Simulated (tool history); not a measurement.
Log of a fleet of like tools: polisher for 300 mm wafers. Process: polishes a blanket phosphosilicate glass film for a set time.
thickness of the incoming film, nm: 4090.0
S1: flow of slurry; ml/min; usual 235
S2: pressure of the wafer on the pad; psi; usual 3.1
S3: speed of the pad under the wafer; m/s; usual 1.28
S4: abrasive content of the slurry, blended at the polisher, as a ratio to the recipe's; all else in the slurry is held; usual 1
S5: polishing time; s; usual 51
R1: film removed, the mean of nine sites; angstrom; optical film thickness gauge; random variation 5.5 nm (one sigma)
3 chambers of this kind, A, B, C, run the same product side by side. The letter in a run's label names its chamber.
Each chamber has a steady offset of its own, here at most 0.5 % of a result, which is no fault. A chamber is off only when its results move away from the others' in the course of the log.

Run 1B, hour 9.9: usual settings. Result: R1 4575.6 angstrom.
Run 2A, hour 16.6: usual settings. Result: R1 4538.1 angstrom.
Run 3C, hour 27: usual settings. Result: R1 4624.2 angstrom.
Run 4A, hour 38.7: usual settings. Result: R1 4503.7 angstrom.
Run 5B, hour 45.8: usual settings. Result: R1 4549.7 angstrom.
At hour 51: chamber B: worn pad replaced by a new one.
At hour 51.8: chamber C: slurry blender recalibrated.
Run 6C, hour 53.7: usual settings. Result: R1 4565.3 angstrom.
Run 7C, hour 61.6: usual settings. Result: R1 4485.4 angstrom.
At hour 67.3: chamber B: slurry blender recalibrated.
At hour 69.7: chamber C: worn pad replaced by a new one.
Run 8A, hour 69.9: usual settings. Result: R1 4447 angstrom.
Run 9B, hour 80.9: usual settings. Result: R1 4577.3 angstrom.
At hour 89.6: chamber A: worn pad replaced by a new one.
At hour 91.3: chamber A: slurry blender recalibrated.
Run 10C, hour 91.8: usual settings. Result: R1 4598.8 angstrom.
Run 11A, hour 97.9: usual settings. Result: R1 4558.2 angstrom.
Run 12B, hour 106.9: usual settings. Result: R1 4464.6 angstrom.
Run 13B, hour 118.3: usual settings but S2 3.8 psi, S3 1.54 m/s. Result: R1 6463.5 angstrom.
At hour 121.5: chamber B: worn pad replaced by a new one.
At hour 123.7: chamber A: slurry nozzle cleaned.
Run 14A, hour 126.6: usual settings but S2 3.8 psi, S3 1.54 m/s. Result: R1 6517 angstrom.
At hour 128.9: chamber B: conditioning disc replaced and pad reconditioned.
Run 15C, hour 132.4: usual settings but S2 3.8 psi, S3 1.54 m/s. Result: R1 6332.5 angstrom.
Run 16A, hour 140.5: usual settings. Result: R1 4487.1 angstrom.
Run 17C, hour 146.6: usual settings. Result: R1 4447.6 angstrom.
Run 18B, hour 154.8: usual settings. Result: R1 4538.1 angstrom.
At hour 155.3: chamber C: head pressure recalibrated.
At hour 159.7: chamber B: head pressure recalibrated.
At hour 162.6: chamber C: worn pad replaced by a new one.
Run 19C, hour 166.3: usual settings. Result: R1 4509.1 angstrom.
Run 20B, hour 176.6: usual settings. Result: R1 4560.5 angstrom.
At hour 178.1: chamber A: worn pad replaced by a new one.
At hour 183.3: chamber B: worn pad replaced by a new one.
At hour 183.6: chamber B: slurry nozzle cleaned.
Run 21A, hour 188: usual settings. Result: R1 4497.2 angstrom.
Run 22C, hour 195.9: usual settings. Result: R1 4507.8 angstrom.
Run 23B, hour 204.8: usual settings but S2 2.1 psi. Result: R1 3110.4 angstrom.
Run 24A, hour 215.1: usual settings but S2 2.1 psi. Result: R1 3052.5 angstrom.
Run 25A, hour 224.2: usual settings but S2 2.1 psi. Result: R1 3152.1 angstrom.
Run 26B, hour 231.5: usual settings. Result: R1 4523.3 angstrom.
Run 27C, hour 238.5: usual settings. Result: R1 4470.7 angstrom.
Run 28A, hour 248.8: usual settings. Result: R1 4538.9 angstrom.
At hour 250.9: chamber B: worn pad replaced by a new one.
At hour 255.7: chamber C: worn pad replaced by a new one.
Run 29B, hour 258.2: usual settings. Result: R1 4627.8 angstrom.
At hour 262.7: chamber A: head pressure recalibrated.
Run 30C, hour 267.9: usual settings. Result: R1 4546.1 angstrom.
Run 31C, hour 277.6: usual settings. Result: R1 4588.6 angstrom.
At hour 281.9: chamber C: conditioning disc replaced and pad reconditioned.
At hour 282.8: chamber B: conditioning disc replaced and pad reconditioned.
Run 32A, hour 286: usual settings. Result: R1 4511.5 angstrom.
Run 33B, hour 293.6: usual settings. Result: R1 4500.7 angstrom.
At hour 296.5: chamber A: worn pad replaced by a new one.
At hour 298.9: chamber B: slurry blender recalibrated.
Run 34A, hour 304.2: usual settings. Result: R1 4436.7 angstrom.
At hour 311.2: chamber C: slurry nozzle cleaned.
Run 35B, hour 311.5: usual settings. Result: R1 4649.1 angstrom.
Run 36C, hour 319.6: usual settings but S1 265 ml/min. Result: R1 4709.1 angstrom.
Run 37C, hour 326.6: usual settings but S1 265 ml/min. Result: R1 4676.4 angstrom.

Next, every chamber runs the same settings. What will each give?
Run 38A, hour 335: usual settings. Result: R1 ?.
Run 38B, hour 335: usual settings. Result: R1 ?.
Run 38C, hour 335: usual settings. Result: R1 ?.

run      R1
38A  4502.5
38B  4522.1
38C  4569.9

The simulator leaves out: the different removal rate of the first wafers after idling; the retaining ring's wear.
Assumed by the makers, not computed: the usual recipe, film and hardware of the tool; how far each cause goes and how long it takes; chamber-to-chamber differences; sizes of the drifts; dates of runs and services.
